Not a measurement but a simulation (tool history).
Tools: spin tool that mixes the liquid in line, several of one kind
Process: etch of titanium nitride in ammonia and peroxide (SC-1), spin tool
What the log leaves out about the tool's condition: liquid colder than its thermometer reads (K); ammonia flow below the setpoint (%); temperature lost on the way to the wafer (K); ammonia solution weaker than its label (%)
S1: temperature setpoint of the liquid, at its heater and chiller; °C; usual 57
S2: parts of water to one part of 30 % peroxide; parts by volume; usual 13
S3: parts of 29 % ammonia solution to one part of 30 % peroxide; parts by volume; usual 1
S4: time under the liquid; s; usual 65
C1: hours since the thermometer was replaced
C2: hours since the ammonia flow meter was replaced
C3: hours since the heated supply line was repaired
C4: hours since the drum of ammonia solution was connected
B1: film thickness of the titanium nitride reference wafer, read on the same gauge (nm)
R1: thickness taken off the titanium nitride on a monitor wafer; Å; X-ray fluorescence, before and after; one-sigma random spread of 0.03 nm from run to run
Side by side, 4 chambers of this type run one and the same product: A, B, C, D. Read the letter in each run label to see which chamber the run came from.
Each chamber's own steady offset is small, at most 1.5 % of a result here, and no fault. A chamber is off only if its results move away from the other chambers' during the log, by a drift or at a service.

run 1D hour=7.6 | S1=57 S2=13 S3=1 S4=65 | C1=1535.4 C2=853.6 C3=283.1 C4=231.3 | B1=79.99 | R1=88.288
run 2B hour=14.3 | S1=57 S2=13 S3=1 S4=65 | C1=1676.3 C2=1180.3 C3=531.8 C4=52.7 | B1=80.037 | R1=87.452
run 3A hour=22.8 | S1=57 S2=13 S3=1 S4=65 | C1=1856.1 C2=1549.4 C3=331.5 C4=155 | B1=79.997 | R1=86.561
run 4C hour=31.6 | S1=57 S2=13 S3=1 S4=65 | C1=556.9 C2=136.4 C3=879.9 C4=318.9 | B1=79.981 | R1=87.896
run 5B hour=38.6 | S1=57 S2=13 S3=1 S4=65 | C1=1700.6 C2=1204.6 C3=556.1 C4=77 | B1=80.002 | R1=87.741
-- hour=47.1 chamber D: new drum of ammonia solution connected
run 6A hour=49 | S1=57 S2=13 S3=1 S4=65 | C1=1882.3 C2=1575.6 C3=357.7 C4=181.2 | B1=80.022 | R1=86.787
run 7C hour=61.5 | S1=57 S2=13 S3=1 S4=65 | C1=586.8 C2=166.3 C3=909.8 C4=348.8 | B1=80.022 | R1=87.328
run 8D hour=67.8 | S1=57 S2=13 S3=1 S4=65 | C1=1595.6 C2=913.8 C3=343.3 C4=20.7 | B1=80.041 | R1=88.123
run 9B hour=75.9 | S1=57 S2=17.5 S3=1 S4=100 | C1=1737.9 C2=1241.9 C3=593.4 C4=114.3 | B1=80.016 | R1=115.25
run 10A hour=88 | S1=57 S2=17.5 S3=1 S4=100 | C1=1921.3 C2=1614.6 C3=396.7 C4=220.2 | B1=80.016 | R1=114.31
run 11C hour=99.9 | S1=57 S2=17.5 S3=1 S4=100 | C1=625.2 C2=204.7 C3=948.2 C4=387.2 | B1=80.009 | R1=113.99
run 12D hour=110.9 | S1=57 S2=17.5 S3=1 S4=100 | C1=1638.7 C2=956.9 C3=386.4 C4=63.8 | B1=79.994 | R1=115.96
run 13B hour=119 | S1=57 S2=13 S3=1 S4=65 | C1=1781 C2=1285 C3=636.5 C4=157.4 | B1=80.007 | R1=87.813
run 14D hour=127.1 | S1=57 S2=13 S3=1 S4=65 | C1=1654.9 C2=973.1 C3=402.6 C4=80 | B1=79.993 | R1=87.954
-- hour=134 chamber C: new drum of ammonia solution connected
run 15A hour=134.8 | S1=57 S2=13 S3=1 S4=65 | C1=1968.1 C2=1661.4 C3=443.5 C4=267 | B1=79.99 | R1=86.267
run 16C hour=143 | S1=57 S2=13 S3=1 S4=65 | C1=668.3 C2=247.8 C3=991.3 C4=9 | B1=80.037 | R1=85.869
run 17D hour=152.6 | S1=57 S2=13 S3=1 S4=65 | C1=1680.4 C2=998.6 C3=428.1 C4=105.5 | B1=79.991 | R1=87.742
run 18C hour=162.4 | S1=57 S2=13 S3=1 S4=65 | C1=687.7 C2=267.2 C3=1010.7 C4=28.4 | B1=80.012 | R1=85.538
run 19A hour=175.2 | S1=57 S2=13 S3=1.2 S4=65 | C1=2008.5 C2=1701.8 C3=483.9 C4=307.4 | B1=79.955 | R1=89.404
run 20B hour=185.6 | S1=57 S2=13 S3=1.2 S4=65 | C1=1847.6 C2=1351.6 C3=703.1 C4=224 | B1=80.014 | R1=89.891
-- hour=186.2 chamber A: thermometer replaced
run 21C hour=197.6 | S1=57 S2=13 S3=1.2 S4=65 | C1=722.9 C2=302.4 C3=1045.9 C4=63.6 | B1=79.962 | R1=87.195
run 22D hour=206.2 | S1=57 S2=13 S3=1.2 S4=65 | C1=1734 C2=1052.2 C3=481.7 C4=159.1 | B1=79.984 | R1=91.155
run 23A hour=213.2 | S1=57 S2=13 S3=1 S4=65 | C1=27 C2=1739.8 C3=521.9 C4=345.4 | B1=80.009 | R1=86.298
run 24B hour=222 | S1=57 S2=13 S3=1 S4=65 | C1=1884 C2=1388 C3=739.5 C4=260.4 | B1=79.996 | R1=87.961
run 25C hour=230.6 | S1=57 S2=13 S3=1 S4=65 | C1=755.9 C2=335.4 C3=1078.9 C4=96.6 | B1=79.986 | R1=84.792

Is one chamber out of step, is the gauge drifting, or do the chambers differ by no more than their own small offsets? For an off chamber, give its letter and the likeliest cause.

Little by little, chamber C moves away from the other chambers.
Most likely cause: liquid colder than its thermometer reads (K) = 0.635.
The log might look much the same if the cause were instead: temperature lost on the way to the wafer (K).

Which of the 4 candidates below, each the usual settings with something changed and its results left as question marks, puts chamber C back in line with what the other chambers give on the usual settings?
Maximum distance from the other chambers' mean on the usual settings for a result to count as in line: R1 1 Å
run 26C-1 hour=239.8 | S1=57 S2=13 S3=0.8 S4=65 | R1=?
run 26C-2 hour=239.8 | S1=57 S2=12 S3=1 S4=65 | R1=?
run 26C-3 hour=239.8 | S1=57 S2=13 S3=1.1 S4=65 | R1=?
run 26C-4 hour=239.8 | S1=57 S2=13.5 S3=1 S4=65 | R1=?

Usual-settings mean across the other chambers: R1 87.457 Å
run=26C-1 R1=81.107
run=26C-2 R1=87.594
run=26C-3 R1=85.34
run=26C-4 R1=82.458
Change 26C-2 lands the chamber within the allowed miss of the other chambers.

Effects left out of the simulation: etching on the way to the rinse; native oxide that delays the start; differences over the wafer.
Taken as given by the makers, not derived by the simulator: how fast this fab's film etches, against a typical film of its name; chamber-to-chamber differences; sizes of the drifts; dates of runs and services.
